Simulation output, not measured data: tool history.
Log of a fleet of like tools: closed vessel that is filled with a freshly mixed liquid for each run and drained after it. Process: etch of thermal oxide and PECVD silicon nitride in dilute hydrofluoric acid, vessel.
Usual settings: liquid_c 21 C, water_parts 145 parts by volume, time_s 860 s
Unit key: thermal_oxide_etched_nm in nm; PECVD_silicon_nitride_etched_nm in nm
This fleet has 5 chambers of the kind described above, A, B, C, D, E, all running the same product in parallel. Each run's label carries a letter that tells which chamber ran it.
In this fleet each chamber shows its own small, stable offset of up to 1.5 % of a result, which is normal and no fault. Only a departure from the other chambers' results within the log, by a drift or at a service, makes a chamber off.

| run | day | liquid_c | water_parts | time_s | hours since the thermometer was replaced | hours since the hydrofluoric acid flow meter was replaced | read-back film thickness of the thermal oxide reference wafer, read on the same gauge (nm) | read-back film thickness of the PECVD silicon nitride reference wafer, read on the same gauge (nm) | thermal_oxide_etched_nm | PECVD_silicon_nitride_etched_nm |
|---|---|---|---|---|---|---|---|---|---|---|
| 1C | 0.196 | 21 | 145 | 860 | 952.6 | 438.2 | 59.988 | 39.993 | 22.588 | 8.0996 |
| 2A | 0.546 | 21 | 145 | 860 | 627.9 | 469.2 | 60.001 | 40.041 | 23.15 | 8.3365 |
| 3D | 0.9 | 21 | 145 | 860 | 522.1 | 1440.7 | 59.99 | 40.003 | 22.696 | 8.3771 |
| 4E | 1.108 | 21 | 145 | 860 | 1658.8 | 238 | 59.978 | 39.976 | 23.011 | 8.2281 |
| 5B | 1.45 | 21 | 145 | 860 | 1993.7 | 269.2 | 60.003 | 39.992 | 23.123 | 8.383 |
|  | 1.512 | chamber D: thermometer replaced |
| 6A | 1.725 | 21 | 145 | 860 | 656.2 | 497.5 | 59.982 | 39.993 | 23.041 | 8.4293 |
| 7E | 1.892 | 21 | 145 | 860 | 1677.6 | 256.8 | 60 | 39.995 | 22.836 | 8.4612 |
| 8C | 2.129 | 21 | 145 | 405 | 999 | 484.6 | 60.02 | 39.999 | 10.755 | 3.8684 |
| 9B | 2.346 | 21 | 145 | 405 | 2015.2 | 290.7 | 59.985 | 40.01 | 10.855 | 3.8194 |
| 10D | 2.596 | 21 | 145 | 405 | 26.1 | 1481.4 | 60.009 | 39.98 | 10.711 | 3.943 |
| 11E | 2.812 | 21 | 145 | 405 | 1699.7 | 278.9 | 60.003 | 40.005 | 10.768 | 3.9475 |
| 12C | 3.062 | 21 | 145 | 405 | 1021.4 | 507 | 59.979 | 39.99 | 10.724 | 3.8801 |
| 13D | 3.283 | 21 | 145 | 860 | 42.6 | 1497.9 | 59.995 | 39.986 | 22.845 | 8.3662 |
| 14B | 3.496 | 23 | 200 | 860 | 2042.8 | 318.3 | 60.009 | 40.008 | 16.728 | 6.6728 |
| 15A | 3.738 | 23 | 200 | 860 | 704.5 | 545.8 | 60.01 | 40.002 | 17.207 | 7.0058 |
| 16B | 4.017 | 23 | 200 | 860 | 2055.3 | 330.8 | 60.006 | 39.992 | 16.675 | 6.7655 |
| 17C | 4.354 | 23 | 200 | 860 | 1052.4 | 538 | 60.005 | 40.005 | 16.907 | 6.8527 |
| 18D | 4.671 | 23 | 200 | 860 | 75.9 | 1531.2 | 59.997 | 39.984 | 16.712 | 6.931 |
| 19E | 4.9 | 21 | 145 | 860 | 1749.8 | 329 | 60.005 | 40.009 | 23.007 | 8.3762 |
| 20A | 5.196 | 21 | 145 | 860 | 739.5 | 580.8 | 60.001 | 40.025 | 23.118 | 8.4325 |
| 21C | 5.5 | 21 | 145 | 860 | 1079.9 | 565.5 | 60.009 | 40.028 | 22.701 | 8.2494 |
| 22D | 5.762 | 21 | 145 | 860 | 102.1 | 1557.4 | 60.01 | 39.993 | 22.69 | 8.4597 |
| 23B | 5.938 | 21 | 145 | 860 | 2101.4 | 376.9 | 59.984 | 39.992 | 22.598 | 7.849 |
| 24A | 6.279 | 21 | 145 | 860 | 765.5 | 606.8 | 59.991 | 39.992 | 23.153 | 8.5183 |
| 25E | 6.571 | 21 | 145 | 860 | 1789.9 | 369.1 | 59.998 | 40.014 | 23.058 | 8.3433 |
| 26C | 6.738 | 21 | 145 | 860 | 1109.6 | 595.2 | 60.026 | 40.004 | 22.825 | 8.2122 |
| 27B | 6.946 | 21 | 145 | 860 | 2125.6 | 401.1 | 60.02 | 40.002 | 22.45 | 7.9689 |
| 28A | 7.242 | 21 | 145 | 860 | 788.6 | 629.9 | 59.976 | 39.986 | 23.271 | 8.2425 |
| 29D | 7.433 | 21 | 145 | 860 | 142.2 | 1597.5 | 59.992 | 39.992 | 22.675 | 8.4423 |
| 30E | 7.683 | 21 | 145 | 860 | 1816.6 | 395.8 | 59.996 | 40.007 | 22.962 | 8.3715 |
| 31B | 7.975 | 21 | 145 | 860 | 2150.3 | 425.8 | 59.992 | 40.017 | 22.225 | 7.7536 |

One chamber off, gauge drift, or nothing amiss beyond the chambers' own small offsets? If it is a chamber, which one, and what is the likeliest cause?

One chamber, B, drifts off from the rest bit by bit.
What lies behind it: liquid colder than its thermometer reads (K) = 1.13.

Below are 4 candidate recipes for chamber B's next run, each the usual settings with a change, their results shown as question marks. Which of them brings B's results back in line with what the other chambers give on the usual settings?
Maximum distance from the other chambers' mean on the usual settings for a result to count as in line: thermal_oxide_etched_nm 0.32 nm; PECVD_silicon_nitride_etched_nm 0.22 nm
| 32B-1 | 8.246 | 20 | 140 | 830 |  |  |  |  | ? | ? |
| 32B-2 | 8.246 | 19 | 135 | 805 |  |  |  |  | ? | ? |
| 32B-3 | 8.246 | 22 | 150 | 890 |  |  |  |  | ? | ? |
| 32B-4 | 8.246 | 23 | 155 | 915 |  |  |  |  | ? | ? |

Average result of the remaining chambers running the usual settings: thermal_oxide_etched_nm 22.869 nm; PECVD_silicon_nitride_etched_nm 8.3458 nm
| run | thermal_oxide_etched_nm | PECVD_silicon_nitride_etched_nm |
|---|---|---|
| 32B-1 | 21.41 | 7.2923 |
| 32B-2 | 20.811 | 6.8579 |
| 32B-3 | 22.916 | 8.3352 |
| 32B-4 | 23.562 | 8.8542 |
With 32B-3, the chamber falls back in line with the rest.
